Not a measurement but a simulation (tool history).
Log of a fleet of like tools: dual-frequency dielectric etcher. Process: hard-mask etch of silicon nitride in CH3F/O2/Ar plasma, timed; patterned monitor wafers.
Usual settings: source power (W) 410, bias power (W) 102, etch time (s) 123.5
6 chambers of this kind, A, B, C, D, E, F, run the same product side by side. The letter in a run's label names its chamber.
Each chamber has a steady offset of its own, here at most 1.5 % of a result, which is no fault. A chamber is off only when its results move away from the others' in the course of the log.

run   hour  source power (W)  bias power (W)  etch time (s)  hours since the last wet clean  hours since the last source power generator calibration  hours since the last bias power generator calibration  read-back reference wafer on the same gauge, depth_nm  mean etch depth across the wafer (nm)
       7.8  -- chamber F: bias power generator calibrated
 1B   11.9               410             102          123.5                           110.8                                                   4495.6                                                 1979.5                                                  115.2                                 98.571
 2F   25.5               410             102          123.5                            86.3                                                   1279.8                                                   17.8                                                 115.17                                 98.598
 3C   34.8               410             102          123.5                           438.1                                                      319                                                 3508.4                                                 115.19                                 97.717
 4D   41.9               410             102          123.5                            68.7                                                   1425.6                                                 3014.4                                                 115.18                                 97.794
      51.9  -- chamber C: wet clean of the chamber
 5A   54.4               410             102          123.5                           351.5                                                     91.3                                                 1577.6                                                 115.13                                 97.311
 6E   69.7               410             102          123.5                           517.9                                                   1552.4                                                 4081.7                                                  115.2                                 100.16
      76.2  -- chamber E: wet clean of the chamber
 7A   83.6               410             111            146                           380.7                                                    120.5                                                 1606.8                                                 115.27                                 119.39
      87.4  -- chamber A: bias power generator calibrated
 8D   92.9               410             111            146                           119.7                                                   1476.6                                                 3065.4                                                 115.29                                 119.62
 9F  108.6               410             111            146                           169.4                                                   1362.9                                                  100.9                                                  115.2                                 120.38
10E  123.1               410             111            146                            46.9                                                   1605.8                                                 4135.1                                                 115.13                                 121.48
11C    135               410             111            146                            83.2                                                    419.2                                                 3608.6                                                 115.14                                 119.62
12B  145.8               410             111            146                           244.7                                                   4629.5                                                 2113.4                                                 115.18                                 119.91
13C  153.3               410             102          123.5                           101.5                                                    437.5                                                 3626.9                                                 115.17                                 97.742
14D  167.4               410             102          123.5                           194.2                                                   1551.1                                                 3139.9                                                 115.12                                 97.809
15F  179.8               410             102          123.5                           240.6                                                   1434.1                                                  172.1                                                 115.22                                  99.04
16E    188               410             102          123.5                           111.8                                                   1670.7                                                   4200                                                 115.22                                 99.587
17B  196.5               410             102          123.5                           295.4                                                   4680.2                                                 2164.1                                                 115.26                                 98.275
18A  203.9               410             102          123.5                             501                                                    240.8                                                  116.6                                                 115.17                                 97.246
19B  211.1               410             102          123.5                             310                                                   4694.8                                                 2178.7                                                 115.25                                 98.375
20D  219.7               410             102          123.5                           246.5                                                   1603.4                                                 3192.2                                                 115.19                                 97.748
21E  229.2               410             102          123.5                             153                                                   1711.9                                                 4241.2                                                 115.25                                 99.991
22A  242.3               410             102          123.5                           539.4                                                    279.2                                                    155                                                 115.15                                 97.725
23C  252.5               410             102          123.5                           200.7                                                    536.7                                                 3726.1                                                 115.26                                 97.884
24F  264.7               370              80          123.5                           325.5                                                     1519                                                    257                                                 115.21                                 87.164
25D    280               370              80          123.5                           306.8                                                   1663.7                                                 3252.5                                                 115.26                                 86.603
26C    290               370              80          123.5                           238.2                                                    574.2                                                 3763.6                                                 115.23                                 86.422
27A  305.5               370              80          123.5                           602.6                                                    342.4                                                  218.2                                                 115.29                                 86.096
       309  -- chamber A: wet clean of the chamber
28F    313               370              80          123.5                           373.8                                                   1567.3                                                  305.3                                                 115.21                                 86.636
29B    324               370              80          123.5                           422.9                                                   4807.7                                                 2291.6                                                 115.19                                 86.566
30E  336.5               410             102          123.5                           260.3                                                   1819.2                                                 4348.5                                                 115.16                                 100.08
31A  347.9               410             102          123.5                              39                                                    384.8                                                  260.6                                                 115.21                                 97.444
     350.8  -- chamber B: source power generator calibrated
32D  361.1               410             102          123.5                           387.9                                                   1744.8                                                 3333.6                                                 115.21                                 97.733
33E  369.9               410             102          123.5                           293.7                                                   1852.6                                                 4381.9                                                 115.18                                 99.985
     371.5  -- chamber B: wet clean of the chamber
34F  380.3               410             102          123.5                           441.1                                                   1634.6                                                  372.6                                                 115.25                                  98.54
35B  390.2               410             102          123.5                            18.7                                                     39.4                                                 2357.8                                                 115.21                                 98.364
36C  397.6               460             102          110.5                           345.8                                                    681.8                                                 3871.2                                                 115.21                                 91.246
       404  -- chamber F: wet clean of the chamber
37C  408.3               460             102          110.5                           356.5                                                    692.5                                                 3881.9                                                 115.21                                  91.32
38F  416.4               460             102          110.5                            12.4                                                   1670.7                                                  408.7                                                 115.15                                  92.15
39B  430.1               460             102          110.5                            58.6                                                     79.3                                                 2397.7                                                 115.21                                 91.733
40E    444               460             102          110.5                           367.8                                                   1926.7                                                   4456                                                 115.18                                 93.046
41A  452.4               460             102          110.5                           143.5                                                    489.3                                                  365.1                                                 115.15                                 91.484
42D  462.3               410             102          123.5                           489.1                                                     1846                                                 3434.8                                                 115.17                                 98.174

Is one chamber off against the others, does the gauge drift, or is nothing wrong? If a chamber is off, say which, and what the likeliest cause is.

No chamber stands off beyond its own small offset, and the gauge holds steady.

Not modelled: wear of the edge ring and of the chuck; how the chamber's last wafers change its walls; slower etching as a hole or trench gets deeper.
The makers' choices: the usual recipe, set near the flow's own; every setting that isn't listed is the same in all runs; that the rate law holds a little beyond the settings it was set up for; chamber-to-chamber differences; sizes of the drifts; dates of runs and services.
